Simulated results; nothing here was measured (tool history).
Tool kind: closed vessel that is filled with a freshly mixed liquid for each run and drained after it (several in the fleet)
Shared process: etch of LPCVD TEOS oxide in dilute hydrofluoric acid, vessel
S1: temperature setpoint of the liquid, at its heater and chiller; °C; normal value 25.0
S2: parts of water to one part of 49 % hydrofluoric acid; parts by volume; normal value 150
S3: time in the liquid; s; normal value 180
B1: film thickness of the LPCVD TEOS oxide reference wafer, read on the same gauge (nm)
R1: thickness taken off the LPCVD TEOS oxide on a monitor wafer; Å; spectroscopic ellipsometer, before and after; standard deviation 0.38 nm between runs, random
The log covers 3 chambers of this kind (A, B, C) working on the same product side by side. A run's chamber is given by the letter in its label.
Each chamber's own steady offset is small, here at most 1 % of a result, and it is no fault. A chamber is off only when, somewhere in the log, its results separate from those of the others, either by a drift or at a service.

Run 1C, hour 3.2: usual settings; B1 120.01. Result: R1 507.74 Å.
Run 2B, hour 6.0: usual settings; B1 119.99. Result: R1 496.21 Å.
Run 3A, hour 10.1: usual settings; B1 120.01. Result: R1 502.60 Å.
Run 4A, hour 12.9: usual settings; B1 119.99. Result: R1 494.15 Å.
Run 5C, hour 18.0: usual settings but S1 28.0 °C, S3 215 s; B1 119.98. Result: R1 665.28 Å.
Run 6B, hour 23.1: usual settings but S1 28.0 °C, S3 215 s; B1 120.02. Result: R1 663.57 Å.
Run 7A, hour 27.0: usual settings but S1 28.0 °C, S3 215 s; B1 120.01. Result: R1 658.22 Å.
Run 8C, hour 30.3: usual settings; B1 120.00. Result: R1 503.28 Å.
Run 9B, hour 35.1: usual settings; B1 120.00. Result: R1 499.54 Å.
Run 10C, hour 38.2: usual settings; B1 120.00. Result: R1 504.92 Å.
Run 11A, hour 43.2: usual settings; B1 119.99. Result: R1 481.70 Å.
Run 12B, hour 46.0: usual settings; B1 119.97. Result: R1 498.34 Å.
Run 13A, hour 50.1: usual settings; B1 120.00. Result: R1 490.30 Å.
Run 14C, hour 53.3: usual settings; B1 119.99. Result: R1 500.37 Å.
Run 15B, hour 58.2: usual settings; B1 120.02. Result: R1 500.61 Å.
Run 16C, hour 61.9: usual settings; B1 119.98. Result: R1 500.38 Å.
Run 17B, hour 65.2: usual settings; B1 120.01. Result: R1 497.20 Å.
Run 18A, hour 69.3: usual settings; B1 119.99. Result: R1 475.30 Å.
Run 19C, hour 72.9: usual settings; B1 120.03. Result: R1 501.65 Å.
Run 20B, hour 77.1: usual settings; B1 119.98. Result: R1 504.20 Å.
Run 21A, hour 81.7: usual settings; B1 120.00. Result: R1 472.08 Å.
Run 22B, hour 86.6: usual settings; B1 120.02. Result: R1 504.52 Å.
Run 23A, hour 90.1: usual settings; B1 119.99. Result: R1 480.31 Å.
Run 24C, hour 93.9: usual settings; B1 120.00. Result: R1 496.78 Å.
Run 25A, hour 97.4: usual settings; B1 120.00. Result: R1 472.02 Å.
Run 26B, hour 102.0: usual settings; B1 120.00. Result: R1 500.08 Å.
Run 27C, hour 105.0: usual settings; B1 120.00. Result: R1 498.75 Å.
Run 28A, hour 109.1: usual settings but S1 21.5 °C, S2 200 parts by volume; B1 120.01. Result: R1 296.28 Å.
Run 29C, hour 112.3: usual settings but S1 21.5 °C, S2 200 parts by volume; B1 119.98. Result: R1 316.13 Å.
Run 30B, hour 115.9: usual settings but S1 21.5 °C, S2 200 parts by volume; B1 119.98. Result: R1 308.72 Å.
Run 31C, hour 119.6: usual settings; B1 120.02. Result: R1 497.00 Å.
Run 32B, hour 121.9: usual settings; B1 120.00. Result: R1 506.92 Å.
Run 33A, hour 124.7: usual settings; B1 120.01. Result: R1 464.55 Å.
Run 34B, hour 129.4: usual settings but S1 28.0 °C; B1 119.99. Result: R1 554.36 Å.
Run 35C, hour 134.2: usual settings but S1 28.0 °C; B1 120.00. Result: R1 568.21 Å.
Run 36A, hour 136.8: usual settings but S1 28.0 °C; B1 120.04. Result: R1 517.57 Å.

Has any chamber moved away from the others, gradually or after a service, or does the common gauge drift, or do the chambers differ only by their own small steady offsets? State the chamber and the most likely cause if one applies.

It is chamber A that slowly wanders off from its peers.
Most likely cause: liquid colder than its thermometer reads (K) = 1.93.
Not necessarily distinguishable in this log from: hydrofluoric acid flow below the setpoint (%).

Here are 4 candidates for chamber A's next run, each the usual settings with a change, their results left as question marks. Which one brings its results back in line with what the others give on the usual settings?
Maximum distance from the other chambers' mean on the usual settings for a result to count as in line: R1 13.00 Å
Run 37A-1, hour 140.6: usual settings but S1 24.5 °C, S2 165 parts by volume. Result: R1 ?.
Run 37A-2, hour 140.6: usual settings but S3 195 s. Result: R1 ?.
Run 37A-3, hour 140.6: usual settings but S1 23.0 °C. Result: R1 ?.
Run 37A-4, hour 140.6: usual settings but S1 25.5 °C, S2 135 parts by volume. Result: R1 ?.

Mean of the other chambers on the usual settings: R1 501.07 Å
  run      R1
37A-1  407.09
37A-2  502.88
37A-3  429.40
37A-4  535.05
The right change is 37A-2: it brings the chamber back within the allowed miss of the others.
